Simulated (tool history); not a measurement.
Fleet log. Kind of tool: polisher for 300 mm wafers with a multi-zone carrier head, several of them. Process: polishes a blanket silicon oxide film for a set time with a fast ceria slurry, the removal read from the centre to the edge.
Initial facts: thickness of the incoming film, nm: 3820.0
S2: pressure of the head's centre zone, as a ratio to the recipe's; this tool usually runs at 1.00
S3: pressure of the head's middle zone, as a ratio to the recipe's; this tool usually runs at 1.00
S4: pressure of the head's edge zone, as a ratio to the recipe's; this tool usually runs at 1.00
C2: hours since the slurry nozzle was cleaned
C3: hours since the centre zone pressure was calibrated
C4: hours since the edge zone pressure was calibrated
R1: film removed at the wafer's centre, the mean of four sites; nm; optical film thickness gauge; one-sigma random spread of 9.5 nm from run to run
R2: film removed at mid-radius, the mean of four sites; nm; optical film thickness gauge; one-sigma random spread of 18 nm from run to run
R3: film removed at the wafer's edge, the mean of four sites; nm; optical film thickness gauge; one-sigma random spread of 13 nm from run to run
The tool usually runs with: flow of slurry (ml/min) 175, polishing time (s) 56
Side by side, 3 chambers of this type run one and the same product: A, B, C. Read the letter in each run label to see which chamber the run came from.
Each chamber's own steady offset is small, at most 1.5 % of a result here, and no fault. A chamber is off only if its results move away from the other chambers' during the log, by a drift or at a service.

At day 0.083: chamber C: worn pad replaced by a new one.
Run 1B, day 0.338: usual settings; wafers polished on this pad 531; C2 52.9; C3 502.6; C4 227.2. Result: R1 1564.1 nm, R2 1570.2 nm, R3 1579.0 nm.
Run 2A, day 0.646: usual settings; wafers polished on this pad 1159; C2 157.7; C3 435.9; C4 482.2. Result: R1 1606.5 nm, R2 1567.1 nm, R3 1542.2 nm.
Run 3C, day 1.062: usual settings; wafers polished on this pad 323; C2 248.0; C3 471.7; C4 402.3. Result: R1 1557.2 nm, R2 1585.4 nm, R3 1565.2 nm.
Run 4B, day 1.575: usual settings; wafers polished on this pad 939; C2 82.6; C3 532.3; C4 256.9. Result: R1 1558.5 nm, R2 1598.9 nm, R3 1571.5 nm.
At day 1.825: chamber A: worn pad replaced by a new one.
Run 5C, day 1.912: usual settings; wafers polished on this pad 604; C2 268.4; C3 492.1; C4 422.7. Result: R1 1548.6 nm, R2 1550.8 nm, R3 1542.5 nm.
Run 6A, day 2.400: usual settings but S3 1.08; wafers polished on this pad 190; C2 199.8; C3 478.0; C4 524.3. Result: R1 1584.0 nm, R2 1693.5 nm, R3 1557.8 nm.
At day 2.767: chamber B: centre zone pressure recalibrated.
Run 7C, day 2.767: usual settings but S3 1.08; wafers polished on this pad 885; C2 288.9; C3 512.6; C4 443.2. Result: R1 1574.6 nm, R2 1667.9 nm, R3 1560.0 nm.
At day 2.858: chamber C: worn pad replaced by a new one.
Run 8A, day 3.304: usual settings but S3 1.08; wafers polished on this pad 488; C2 221.5; C3 499.7; C4 546.0. Result: R1 1588.4 nm, R2 1672.7 nm, R3 1565.9 nm.
At day 3.446: chamber B: worn pad replaced by a new one.
Run 9B, day 3.775: usual settings; wafers polished on this pad 109; C2 135.4; C3 24.2; C4 309.7. Result: R1 1554.4 nm, R2 1551.4 nm, R3 1568.9 nm.
Run 10B, day 4.083: usual settings; wafers polished on this pad 211; C2 142.8; C3 31.6; C4 317.1. Result: R1 1563.2 nm, R2 1584.6 nm, R3 1580.1 nm.
Run 11C, day 4.575: usual settings; wafers polished on this pad 567; C2 332.3; C3 556.0; C4 486.6. Result: R1 1559.5 nm, R2 1548.5 nm, R3 1546.3 nm.
Run 12A, day 5.058: usual settings but S2 0.94, S4 0.95; wafers polished on this pad 1066; C2 263.6; C3 541.8; C4 588.1. Result: R1 1485.4 nm, R2 1568.2 nm, R3 1492.1 nm.
Run 13A, day 5.617: usual settings but S2 0.94, S4 0.95; wafers polished on this pad 1250; C2 277.0; C3 555.2; C4 601.5. Result: R1 1483.9 nm, R2 1565.0 nm, R3 1546.7 nm.
At day 5.817: chamber C: worn pad replaced by a new one.
At day 5.900: chamber A: worn pad replaced by a new one.
Run 14C, day 5.996: usual settings but S2 0.94, S4 0.95; wafers polished on this pad 59; C2 366.4; C3 590.1; C4 520.7. Result: R1 1465.4 nm, R2 1584.8 nm, R3 1529.4 nm.
At day 6.071: chamber B: slurry nozzle cleaned.
Run 15B, day 6.583: usual settings; wafers polished on this pad 1035; C2 12.4; C3 91.6; C4 377.1. Result: R1 1564.0 nm, R2 1578.2 nm, R3 1556.8 nm.
Run 16B, day 7.088: usual settings; wafers polished on this pad 1201; C2 24.5; C3 103.7; C4 389.2. Result: R1 1558.5 nm, R2 1594.1 nm, R3 1553.1 nm.
At day 7.125: chamber B: worn pad replaced by a new one.
At day 7.146: chamber C: centre zone pressure recalibrated.
Run 17C, day 7.625: usual settings; wafers polished on this pad 596; C2 405.5; C3 11.6; C4 559.8. Result: R1 1452.6 nm, R2 1535.1 nm, R3 1549.2 nm.
Run 18A, day 7.971: usual settings; wafers polished on this pad 683; C2 333.5; C3 611.7; C4 658.0. Result: R1 1590.0 nm, R2 1539.2 nm, R3 1562.6 nm.
At day 8.458: chamber C: worn pad replaced by a new one.
Run 19B, day 8.475: usual settings; wafers polished on this pad 445; C2 57.8; C3 137.0; C4 422.5. Result: R1 1568.3 nm, R2 1577.4 nm, R3 1578.8 nm.
Run 20C, day 8.846: usual settings; wafers polished on this pad 128; C2 434.8; C3 40.9; C4 589.1. Result: R1 1457.7 nm, R2 1578.6 nm, R3 1542.4 nm.
Run 21A, day 9.129: usual settings; wafers polished on this pad 1065; C2 361.3; C3 639.5; C4 685.8. Result: R1 1590.4 nm, R2 1545.1 nm, R3 1586.9 nm.
Run 22B, day 9.450: usual settings but S4 0.96, polishing time (s) 67; wafers polished on this pad 766; C2 81.2; C3 160.4; C4 445.9. Result: R1 1870.3 nm, R2 1899.7 nm, R3 1865.6 nm.
At day 9.888: chamber A: worn pad replaced by a new one.
Run 23A, day 9.979: usual settings but S4 0.96, polishing time (s) 67; wafers polished on this pad 30; C2 381.7; C3 659.9; C4 706.2. Result: R1 1898.4 nm, R2 1846.9 nm, R3 1861.3 nm.
Run 24C, day 10.296: usual settings but S4 0.96, polishing time (s) 67; wafers polished on this pad 606; C2 469.6; C3 75.7; C4 623.9. Result: R1 1730.4 nm, R2 1888.0 nm, R3 1834.8 nm.
Run 25B, day 10.612: usual settings; wafers polished on this pad 1150; C2 109.1; C3 188.3; C4 473.8. Result: R1 1555.8 nm, R2 1574.1 nm, R3 1583.3 nm.
At day 10.996: chamber A: slurry nozzle cleaned.
Run 26C, day 11.017: usual settings but S3 0.90, polishing time (s) 47; wafers polished on this pad 844; C2 486.9; C3 93.0; C4 641.2. Result: R1 1213.6 nm, R2 1172.2 nm, R3 1300.1 nm.
At day 11.346: chamber B: worn pad replaced by a new one.
Run 27A, day 11.600: usual settings but S3 0.90, polishing time (s) 47; wafers polished on this pad 564; C2 14.5; C3 698.8; C4 745.1. Result: R1 1343.0 nm, R2 1199.0 nm, R3 1340.0 nm.
At day 11.908: chamber C: worn pad replaced by a new one.
Run 28C, day 12.108: usual settings but S3 0.90, polishing time (s) 47; wafers polished on this pad 66; C2 513.1; C3 119.2; C4 667.4. Result: R1 1232.3 nm, R2 1192.9 nm, R3 1310.2 nm.
At day 12.429: chamber C: slurry nozzle cleaned.
Run 29B, day 12.688: usual settings; wafers polished on this pad 442; C2 158.9; C3 238.1; C4 523.6. Result: R1 1544.3 nm, R2 1580.3 nm, R3 1563.0 nm.
Run 30A, day 13.042: usual settings; wafers polished on this pad 1040; C2 49.1; C3 733.4; C4 779.7. Result: R1 1599.1 nm, R2 1569.1 nm, R3 1570.6 nm.
Run 31B, day 13.521: usual settings; wafers polished on this pad 717; C2 178.9; C3 258.1; C4 543.6. Result: R1 1564.8 nm, R2 1592.6 nm, R3 1569.6 nm.
At day 13.904: chamber A: worn pad replaced by a new one.
Run 32C, day 14.033: usual settings; wafers polished on this pad 701; C2 38.6; C3 165.4; C4 713.6. Result: R1 1460.1 nm, R2 1546.5 nm, R3 1530.3 nm.
At day 14.308: chamber A: centre zone pressure recalibrated.
Run 33A, day 14.612: usual settings; wafers polished on this pad 234; C2 86.8; C3 7.4; C4 817.4. Result: R1 1586.4 nm, R2 1569.8 nm, R3 1583.4 nm.
Run 34A, day 15.021: usual settings; wafers polished on this pad 369; C2 96.6; C3 17.2; C4 827.2. Result: R1 1584.3 nm, R2 1605.3 nm, R3 1567.6 nm.
Run 35C, day 15.296: usual settings; wafers polished on this pad 1117; C2 68.9; C3 195.7; C4 743.9. Result: R1 1442.9 nm, R2 1555.6 nm, R3 1559.5 nm.

Has any chamber moved away from the others, gradually or after a service, or does the common gauge drift, or do the chambers differ only by their own small steady offsets? State the chamber and the most likely cause if one applies.

After it was serviced, chamber C no longer matches the other chambers.
What lies behind it: centre zone's pressure below its setpoint, % = 6.

Chamber C could run next with any of the 4 candidate recipes listed below; each alters the usual settings, and their results appear as question marks. Which one brings its results back in line with what the other chambers deliver on the usual settings?
In line means no further than this from the other chambers' mean on the usual settings: R1 33.0 nm; R2 63.0 nm; R3 46.0 nm
Run 36C-1, day 15.733: usual settings but flow of slurry (ml/min) 180, S2 1.09, S3 0.98, S4 0.97, polishing time (s) 58. Result: R1 ?, R2 ?, R3 ?.
Run 36C-2, day 15.733: usual settings but flow of slurry (ml/min) 180, S2 1.05, S3 0.99, S4 0.98, polishing time (s) 57. Result: R1 ?, R2 ?, R3 ?.
Run 36C-3, day 15.733: usual settings but flow of slurry (ml/min) 170, S2 0.95, S3 1.01, S4 1.02, polishing time (s) 55. Result: R1 ?, R2 ?, R3 ?.
Run 36C-4, day 15.733: usual settings but flow of slurry (ml/min) 170, S2 0.91, S3 1.02, S4 1.03, polishing time (s) 55. Result: R1 ?, R2 ?, R3 ?.

Usual-settings mean across the other chambers: R1 1574.0 nm; R2 1571.3 nm; R3 1565.0 nm
  run      R1      R2      R3
36C-1  1666.7  1588.8  1594.7
36C-2  1571.7  1576.3  1575.4
36C-3  1342.3  1535.4  1541.4
36C-4  1278.9  1549.6  1549.1
36C-2 brings the chamber back in line.

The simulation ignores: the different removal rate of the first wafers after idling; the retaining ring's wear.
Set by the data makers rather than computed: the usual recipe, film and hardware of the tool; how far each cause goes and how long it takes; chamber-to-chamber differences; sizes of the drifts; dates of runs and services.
